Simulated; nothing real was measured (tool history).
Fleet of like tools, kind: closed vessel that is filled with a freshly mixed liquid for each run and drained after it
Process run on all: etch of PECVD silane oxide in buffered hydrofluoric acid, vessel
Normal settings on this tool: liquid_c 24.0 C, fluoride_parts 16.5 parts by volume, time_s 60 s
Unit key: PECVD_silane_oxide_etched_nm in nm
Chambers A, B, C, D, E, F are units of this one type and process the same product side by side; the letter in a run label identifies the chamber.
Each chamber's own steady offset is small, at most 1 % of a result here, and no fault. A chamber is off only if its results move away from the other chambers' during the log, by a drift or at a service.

run,hour,liquid_c,fluoride_parts,time_s,"read-back film thickness of the PECVD silane oxide reference wafer, read on the same gauge (nm)",PECVD_silane_oxide_etched_nm
1E,4.3,24.0,16.5,60,130.00,82.680
2A,8.2,24.0,16.5,60,129.99,83.721
3D,12.9,24.0,16.5,60,129.95,81.999
4C,19.0,24.0,16.5,60,130.01,84.542
5B,26.9,24.0,16.5,60,130.00,82.568
6F,31.6,24.0,16.5,60,130.00,83.806
7F,39.8,24.0,21.0,60,129.95,66.891
8D,46.6,24.0,21.0,60,130.01,66.019
9A,53.3,24.0,21.0,60,130.01,66.514
10C,58.0,24.0,21.0,60,130.03,67.442
11B,63.0,24.0,21.0,60,130.01,64.274
12E,69.1,24.0,21.0,60,130.00,66.679
13F,76.0,24.0,16.5,60,129.99,83.786
14E,83.9,24.0,16.5,60,130.00,83.754
15C,87.8,24.0,16.5,60,130.04,84.086
# hour 90.3: chamber D: hydrofluoric acid flow meter replaced
16A,95.5,24.0,16.5,60,129.98,83.690
17B,101.4,24.0,16.5,60,129.99,82.625
18D,107.9,28.0,16.5,60,130.02,102.210
19B,113.9,28.0,16.5,60,129.99,101.790
20A,120.4,28.0,16.5,60,129.98,104.280
# hour 121.1: chamber D: thermometer replaced
21E,127.3,28.0,16.5,60,129.99,102.790
22C,135.6,28.0,16.5,60,130.04,104.100
23D,142.2,28.0,16.5,60,129.99,103.340
24F,147.4,24.0,16.5,60,130.00,82.486
25D,155.0,24.0,16.5,60,130.00,83.237
26E,163.4,25.5,16.5,60,129.99,91.087
27F,170.0,25.5,16.5,60,129.99,90.990
28C,175.5,25.5,16.5,60,129.98,90.687
29A,183.9,25.5,16.5,60,130.02,90.726
30B,190.6,25.5,16.5,60,129.94,90.098
31C,195.6,25.5,16.5,60,130.01,91.804
# hour 198.3: chamber E: hydrofluoric acid flow meter replaced
32F,202.3,24.0,16.5,60,130.04,84.699
33D,210.5,24.0,16.5,60,130.03,83.052
34E,218.2,24.0,16.5,60,130.07,83.648
35B,223.4,24.0,16.5,60,130.01,82.944
36A,229.4,24.0,16.5,60,129.98,83.042
37C,234.6,24.0,16.5,60,129.95,83.520
38F,241.2,24.0,16.5,60,130.00,82.213

Is one chamber out of step, is the gauge drifting, or do the chambers differ by no more than their own small offsets? For an off chamber, give its letter and the likeliest cause.

No chamber stands off beyond its own small offset, and the gauge holds steady.
